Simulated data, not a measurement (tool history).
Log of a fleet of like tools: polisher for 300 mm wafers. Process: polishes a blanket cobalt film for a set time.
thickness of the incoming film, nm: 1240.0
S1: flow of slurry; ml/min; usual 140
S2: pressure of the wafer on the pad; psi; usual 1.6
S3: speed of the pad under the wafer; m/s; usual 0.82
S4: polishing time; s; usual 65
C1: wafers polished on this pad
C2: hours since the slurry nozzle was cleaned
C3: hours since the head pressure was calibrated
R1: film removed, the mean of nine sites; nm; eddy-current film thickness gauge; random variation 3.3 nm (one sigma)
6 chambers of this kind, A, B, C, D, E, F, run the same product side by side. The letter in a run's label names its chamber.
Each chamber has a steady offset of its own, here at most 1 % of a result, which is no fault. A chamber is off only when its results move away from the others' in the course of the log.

run   hour   S1   S2    S3  S4    C1     C2      C3      R1
       3.4  -- chamber D: slurry nozzle cleaned
 1C    5.1  140  1.6  0.82  65   795  245.0   786.7  253.25
 2A    7.9  140  1.6  0.82  65   947  291.2   879.6  257.39
 3F   12.1  140  1.6  0.82  65   400  267.4   117.8  255.63
 4E   14.8  140  1.6  0.82  65   192  744.2   591.9  260.02
 5D   18.3  140  1.6  0.82  65   631   15.0   546.4  257.01
      20.4  -- chamber A: worn pad replaced by a new one
 6B   22.3  140  1.6  0.82  65   564  744.2   265.2  256.27
      24.3  -- chamber C: slurry nozzle cleaned
      25.0  -- chamber F: worn pad replaced by a new one
 7F   27.6  140  1.6  1.02  53    26  282.9   133.3  265.40
 8D   32.8  140  1.6  1.02  53   776   29.5   560.9  263.18
      34.3  -- chamber F: slurry nozzle cleaned
 9B   38.2  140  1.6  1.02  53   722  760.1   281.1  253.63
10E   42.3  140  1.6  1.02  53   466  771.7   619.4  257.60
11C   46.9  140  1.6  1.02  53  1212   22.7   828.5  258.59
12A   51.5  140  1.6  1.02  53   310  334.8   923.2  260.62
13A   56.3  140  1.6  0.82  65   358  339.6   928.0  261.31
14B   59.6  140  1.6  0.82  65   936  781.5   302.5  252.38
      61.2  -- chamber C: worn pad replaced by a new one
15E   63.3  140  1.6  0.82  65   676  792.7   640.4  257.46
16C   67.6  120  1.6  0.82  65    64   43.4   849.2  254.20
      69.5  -- chamber E: worn pad replaced by a new one
17D   71.6  120  1.6  0.82  65  1163   68.3   599.7  254.44
18F   74.2  120  1.6  0.82  65   490   39.9   179.9  245.81
      74.4  -- chamber F: worn pad replaced by a new one
19D   78.0  120  1.6  0.82  65  1226   74.7   606.1  249.18
20B   81.9  120  1.6  0.82  65  1158  803.8   324.8  240.28
      82.2  -- chamber B: slurry nozzle cleaned
      84.3  -- chamber E: slurry nozzle cleaned
21F   87.3  120  1.6  0.82  65   129   53.0   193.0  251.73
22A   89.9  140  1.6  0.82  65   693  373.2   961.6  256.96
23C   94.1  140  1.6  0.82  65   328   69.9   875.7  256.34
24E   98.3  140  1.6  0.82  65   287   14.0   675.4  253.93
     101.5  -- chamber D: worn pad replaced by a new one
25D  101.7  140  1.6  0.82  65     2   98.4   629.8  253.78
26E  104.2  140  1.6  0.82  65   346   19.9   681.3  256.87
27A  109.8  175  1.6  0.56  65   891  393.1   981.5  183.69
     112.5  -- chamber A: worn pad replaced by a new one
28C  115.1  175  1.6  0.56  65   538   90.9   896.7  181.05
29F  119.6  175  1.6  0.56  65   451   85.3   225.3  180.94
30B  124.5  175  1.6  0.56  65  1583   42.4   367.4  175.27
31A  129.4  175  1.6  0.56  65   168  412.7  1001.1  181.81
32C  132.3  175  1.6  0.56  65   709  108.1   913.9  182.13
     132.5  -- chamber F: worn pad replaced by a new one
33B  137.0  140  1.6  0.82  65  1707   54.9   379.9  241.15
34E  142.6  140  1.6  0.82  65   728   58.3   719.7  254.01
35D  145.5  140  1.6  0.82  65   439  142.2   673.6  254.32
     145.9  -- chamber E: worn pad replaced by a new one
36F  148.3  140  1.6  0.82  65   157  114.0   254.0  256.42
37C  152.4  140  1.6  0.82  65   910  128.2   934.0  265.00
38B  157.4  140  1.6  1.06  56  1911   75.3   400.3  267.99
39E  160.2  140  1.6  1.06  56   143   75.9   737.3  287.07
40F  162.9  140  1.6  1.06  56   303  128.6   268.6  281.07
41A  167.0  140  1.6  1.06  56   543  450.3  1038.7  288.06
42D  171.8  140  1.6  1.06  56   701  168.5   699.9  296.43
43E  176.4  140  1.6  1.06  56   304   92.1   753.5  282.07

Next, every chamber runs the same settings. What will each give?
44A  180.4  140  1.6  0.56  65               ?
44B  180.4  140  1.6  0.56  65               ?
44C  180.4  140  1.6  0.56  65               ?
44D  180.4  140  1.6  0.56  65               ?
44E  180.4  140  1.6  0.56  65               ?
44F  180.4  140  1.6  0.56  65               ?

run      R1
44A  174.05
44B  165.00
44C  176.95
44D  175.45
44E  175.49
44F  173.67

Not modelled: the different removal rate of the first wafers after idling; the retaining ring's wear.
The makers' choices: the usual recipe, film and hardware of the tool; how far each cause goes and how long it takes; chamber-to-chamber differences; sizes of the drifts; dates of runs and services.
